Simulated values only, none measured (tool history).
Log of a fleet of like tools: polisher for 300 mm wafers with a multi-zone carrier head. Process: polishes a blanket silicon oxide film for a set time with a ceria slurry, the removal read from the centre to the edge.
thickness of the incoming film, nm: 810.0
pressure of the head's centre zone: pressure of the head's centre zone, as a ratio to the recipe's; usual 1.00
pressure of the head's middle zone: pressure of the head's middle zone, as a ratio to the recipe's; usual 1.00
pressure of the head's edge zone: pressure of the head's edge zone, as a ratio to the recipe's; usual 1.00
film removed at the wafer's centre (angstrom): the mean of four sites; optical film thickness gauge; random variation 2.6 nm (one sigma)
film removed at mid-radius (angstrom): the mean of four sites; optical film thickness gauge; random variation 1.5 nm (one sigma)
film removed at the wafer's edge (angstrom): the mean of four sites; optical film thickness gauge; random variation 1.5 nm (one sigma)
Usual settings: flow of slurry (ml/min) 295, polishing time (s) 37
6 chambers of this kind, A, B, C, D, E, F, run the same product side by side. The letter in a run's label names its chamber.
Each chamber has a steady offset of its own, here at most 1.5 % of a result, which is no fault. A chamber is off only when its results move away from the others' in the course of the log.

run,hour,flow of slurry (ml/min),pressure of the head's centre zone,pressure of the head's middle zone,pressure of the head's edge zone,polishing time (s),film removed at the wafer's centre (angstrom),film removed at mid-radius (angstrom),film removed at the wafer's edge (angstrom)
# hour 4.4: chamber A: edge zone pressure recalibrated
1A,4.7,295,1.00,1.00,1.00,37,2000.8,2003.2,1974.2
# hour 10.2: chamber F: worn pad replaced by a new one
2D,10.8,295,1.00,1.00,1.00,37,1937.2,2033.7,2016.5
# hour 13.1: chamber C: worn pad replaced by a new one
3E,16.9,295,1.00,1.00,1.00,37,1971.7,2002.5,1978.8
4C,20.6,295,1.00,1.00,1.00,37,1969.1,2016.6,2003.8
5B,26.1,295,1.00,1.00,1.00,37,2052.7,1991.4,1984.3
6F,29.7,295,1.00,0.89,1.00,30,1619.8,1441.3,1607.6
7F,35.5,295,1.00,0.89,1.00,30,1613.7,1456.2,1603.3
# hour 37.3: chamber D: worn pad replaced by a new one
8A,43.7,295,1.00,0.89,1.00,30,1580.7,1447.1,1605.7
9B,47.8,295,1.00,0.89,1.00,30,1613.3,1439.2,1609.0
# hour 52.9: chamber A: worn pad replaced by a new one
10C,53.6,295,1.00,0.89,1.00,30,1614.8,1445.1,1606.8
11D,59.5,295,1.00,0.89,1.00,30,1606.4,1479.3,1627.5
# hour 63.2: chamber E: worn pad replaced by a new one
# hour 63.2: chamber C: worn pad replaced by a new one
12E,67.1,295,1.00,1.00,1.00,37,2011.5,1996.6,1974.7
13C,73.3,295,1.00,1.00,1.00,37,1948.2,1991.2,2034.0
# hour 80.0: chamber A: centre zone pressure recalibrated
14A,81.4,295,1.00,1.00,1.00,37,1981.4,2001.1,1987.5
15D,88.0,295,1.00,1.00,1.00,37,2053.4,2009.0,1989.3
# hour 89.0: chamber D: worn pad replaced by a new one
# hour 93.4: chamber B: worn pad replaced by a new one
16B,93.6,295,1.00,1.00,1.00,37,1990.4,1998.5,1992.6
17F,97.8,295,1.00,1.00,1.00,37,1995.5,1980.0,1963.0
18E,103.3,295,1.11,1.00,1.00,37,2272.1,2008.7,1974.4
19F,108.1,295,1.11,1.00,1.00,37,2250.4,1985.7,1991.3
# hour 112.5: chamber A: worn pad replaced by a new one
20A,113.0,295,1.11,1.00,1.00,37,2230.7,2010.2,1972.6
# hour 116.3: chamber C: worn pad replaced by a new one
21D,117.5,295,1.11,1.00,1.00,37,2193.3,1981.2,2010.9
# hour 118.9: chamber D: edge zone pressure recalibrated
22B,123.4,295,1.11,1.00,1.00,37,2225.5,1975.8,1978.5
23E,129.3,295,1.11,1.00,1.00,37,2248.9,2024.6,1979.8
24C,137.1,295,1.00,1.00,1.00,37,1997.2,2009.0,2017.2
# hour 141.9: chamber F: worn pad replaced by a new one
# hour 142.6: chamber D: worn pad replaced by a new one
25C,143.1,295,1.00,1.00,1.00,37,2019.7,1991.9,1996.4
26B,149.6,295,1.00,1.00,1.00,37,2037.6,1994.3,2002.3
27F,157.1,295,1.00,1.00,1.00,37,2011.3,1991.9,1973.7
# hour 160.4: chamber E: worn pad replaced by a new one
28D,164.9,295,1.00,1.00,0.91,37,1997.7,1994.6,1880.0
29E,169.4,295,1.00,1.00,0.91,37,2016.6,2003.5,1866.0
30A,173.6,295,1.00,1.00,0.91,37,2008.6,1981.6,1868.4
# hour 176.6: chamber B: slurry nozzle cleaned
# hour 176.8: chamber A: worn pad replaced by a new one
# hour 178.1: chamber C: worn pad replaced by a new one
31F,180.6,295,1.00,1.00,0.91,37,2000.8,2009.0,1889.8
# hour 181.2: chamber E: edge zone pressure recalibrated
# hour 181.3: chamber A: slurry nozzle cleaned
32B,185.0,295,1.00,1.00,0.91,37,2058.0,1996.7,1874.9
# hour 185.5: chamber B: worn pad replaced by a new one
33D,190.8,295,1.00,1.00,0.91,37,2009.6,2013.4,1883.7
34E,197.9,295,1.07,1.00,1.00,37,2120.1,2007.3,1956.2
# hour 202.2: chamber D: worn pad replaced by a new one
35C,203.2,295,1.07,1.00,1.00,37,2156.8,2008.1,2014.7
36A,207.8,295,1.07,1.00,1.00,37,2193.3,1987.2,1969.1
# hour 212.1: chamber F: centre zone pressure recalibrated
37D,214.5,295,1.07,1.00,1.00,37,2183.4,2021.9,1980.3
38E,218.8,295,1.07,1.00,1.00,37,2151.7,2001.4,1979.6
39A,223.0,295,1.07,1.00,1.00,37,2166.2,1974.6,1963.3
40C,230.9,295,1.00,1.00,1.00,37,2011.2,1993.2,1986.9
41F,235.3,295,1.00,1.00,1.00,37,1988.6,1957.8,1985.8
42B,243.1,295,1.00,1.00,1.00,37,2023.6,1995.1,1974.2
# hour 243.8: chamber A: worn pad replaced by a new one
43A,250.1,295,1.00,1.00,1.00,37,2049.2,1984.1,1987.3
44E,254.1,295,1.00,1.00,1.00,37,1958.6,1981.5,1967.0

All 6 chambers run these settings next. Forecast each chamber's results:
45A,259.9,295,1.00,0.91,1.00,37,?,?,?
45B,259.9,295,1.00,0.91,1.00,37,?,?,?
45C,259.9,295,1.00,0.91,1.00,37,?,?,?
45D,259.9,295,1.00,0.91,1.00,37,?,?,?
45E,259.9,295,1.00,0.91,1.00,37,?,?,?
45F,259.9,295,1.00,0.91,1.00,37,?,?,?

run,film removed at the wafer's centre (angstrom),film removed at mid-radius (angstrom),film removed at the wafer's edge (angstrom)
45A,2051.7,1831.0,1997.0
45B,1968.0,1823.4,2017.3
45C,1992.1,1807.7,2025.6
45D,1982.9,1831.8,1979.7
45E,2000.2,1842.2,1965.3
45F,1993.1,1820.1,1995.5
